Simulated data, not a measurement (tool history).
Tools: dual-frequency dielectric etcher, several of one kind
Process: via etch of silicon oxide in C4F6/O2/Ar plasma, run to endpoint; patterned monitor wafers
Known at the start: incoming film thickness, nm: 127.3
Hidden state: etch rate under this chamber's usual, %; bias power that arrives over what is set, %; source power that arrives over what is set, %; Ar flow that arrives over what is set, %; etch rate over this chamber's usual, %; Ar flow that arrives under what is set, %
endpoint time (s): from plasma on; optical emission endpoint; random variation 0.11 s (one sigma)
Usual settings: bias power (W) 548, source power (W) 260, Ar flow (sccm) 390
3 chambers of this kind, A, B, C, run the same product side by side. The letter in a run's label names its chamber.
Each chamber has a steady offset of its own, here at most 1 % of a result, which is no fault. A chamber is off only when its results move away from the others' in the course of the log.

| run | hour | bias power (W) | source power (W) | Ar flow (sccm) | hours since the last wet clean | hours since the last bias power generator calibration | hours since the last source power generator calibration | hours since the last Ar flow controller change | endpoint time (s) |
|---|---|---|---|---|---|---|---|---|---|
| 1A | 5.8 | 548 | 260 | 390 | 169.2 | 2363.8 | 2661.4 | 1634.8 | 32.601 |
| 2C | 16.1 | 548 | 260 | 390 | 73.1 | 162.7 | 3456.2 | 4814.2 | 32.991 |
| 3B | 23.1 | 548 | 260 | 390 | 107.8 | 2169.5 | 736.5 | 2102.3 | 32.510 |
| 4A | 31.8 | 548 | 260 | 390 | 195.2 | 2389.8 | 2687.4 | 1660.8 | 32.872 |
| 5B | 38.0 | 548 | 260 | 390 | 122.7 | 2184.4 | 751.4 | 2117.2 | 32.653 |
| 6C | 44.2 | 548 | 260 | 390 | 101.2 | 190.8 | 3484.3 | 4842.3 | 32.872 |
| 7C | 53.9 | 548 | 260 | 390 | 110.9 | 200.5 | 3494.0 | 4852.0 | 32.892 |
| 8A | 63.6 | 548 | 260 | 390 | 227.0 | 2421.6 | 2719.2 | 1692.6 | 32.729 |
| 9B | 69.9 | 548 | 260 | 390 | 154.6 | 2216.3 | 783.3 | 2149.1 | 32.624 |
|  | 71.6 | chamber C: Ar flow controller replaced |
| 10A | 80.0 | 548 | 260 | 300 | 243.4 | 2438.0 | 2735.6 | 1709.0 | 31.676 |
| 11B | 84.9 | 548 | 260 | 300 | 169.6 | 2231.3 | 798.3 | 2164.1 | 31.616 |
| 12C | 90.7 | 548 | 260 | 300 | 147.7 | 237.3 | 3530.8 | 19.2 | 31.930 |
| 13B | 96.2 | 548 | 260 | 351 | 180.9 | 2242.6 | 809.6 | 2175.4 | 32.175 |
| 14C | 102.6 | 548 | 260 | 351 | 159.6 | 249.2 | 3542.7 | 31.1 | 32.731 |
| 15A | 109.2 | 548 | 260 | 351 | 272.6 | 2467.2 | 2764.8 | 1738.2 | 32.577 |
| 16A | 117.0 | 548 | 260 | 390 | 280.4 | 2475.0 | 2772.6 | 1746.0 | 32.925 |
|  | 121.5 | chamber A: source power generator calibrated |
| 17C | 122.6 | 548 | 260 | 390 | 179.6 | 269.2 | 3562.7 | 51.1 | 32.677 |
| 18B | 133.2 | 548 | 260 | 390 | 217.9 | 2279.6 | 846.6 | 2212.4 | 32.650 |
| 19B | 138.7 | 548 | 260 | 390 | 223.4 | 2285.1 | 852.1 | 2217.9 | 32.522 |
| 20C | 146.5 | 548 | 260 | 390 | 203.5 | 293.1 | 3586.6 | 75.0 | 32.935 |
| 21A | 153.2 | 548 | 260 | 390 | 316.6 | 2511.2 | 31.7 | 1782.2 | 33.401 |
| 22C | 160.2 | 548 | 310 | 484 | 217.2 | 306.8 | 3600.3 | 88.7 | 31.745 |
| 23A | 168.3 | 548 | 310 | 484 | 331.7 | 2526.3 | 46.8 | 1797.3 | 31.860 |
| 24B | 173.7 | 548 | 310 | 484 | 258.4 | 2320.1 | 887.1 | 2252.9 | 31.459 |
| 25A | 182.5 | 548 | 260 | 390 | 345.9 | 2540.5 | 61.0 | 1811.5 | 33.421 |
| 26C | 192.2 | 548 | 260 | 390 | 249.2 | 338.8 | 3632.3 | 120.7 | 32.757 |
| 27B | 200.0 | 548 | 260 | 390 | 284.7 | 2346.4 | 913.4 | 2279.2 | 32.634 |
| 28A | 209.8 | 415 | 260 | 390 | 373.2 | 2567.8 | 88.3 | 1838.8 | 37.549 |
| 29C | 215.1 | 415 | 260 | 390 | 272.1 | 361.7 | 3655.2 | 143.6 | 36.427 |
| 30B | 223.7 | 415 | 260 | 390 | 308.4 | 2370.1 | 937.1 | 2302.9 | 36.189 |
| 31B | 230.0 | 548 | 260 | 390 | 314.7 | 2376.4 | 943.4 | 2309.2 | 32.661 |
| 32C | 237.4 | 548 | 260 | 390 | 294.4 | 384.0 | 3677.5 | 165.9 | 33.093 |
| 33A | 247.7 | 548 | 260 | 390 | 411.1 | 2605.7 | 126.2 | 1876.7 | 34.153 |

All 3 chambers run these settings next. Forecast each chamber's results:
| 34A | 255.3 | 548 | 260 | 358 |  |  |  |  | ? |
| 34B | 255.3 | 548 | 260 | 358 |  |  |  |  | ? |
| 34C | 255.3 | 548 | 260 | 358 |  |  |  |  | ? |

| run | endpoint time (s) |
|---|---|
| 34A | 34.044 |
| 34B | 32.320 |
| 34C | 32.458 |
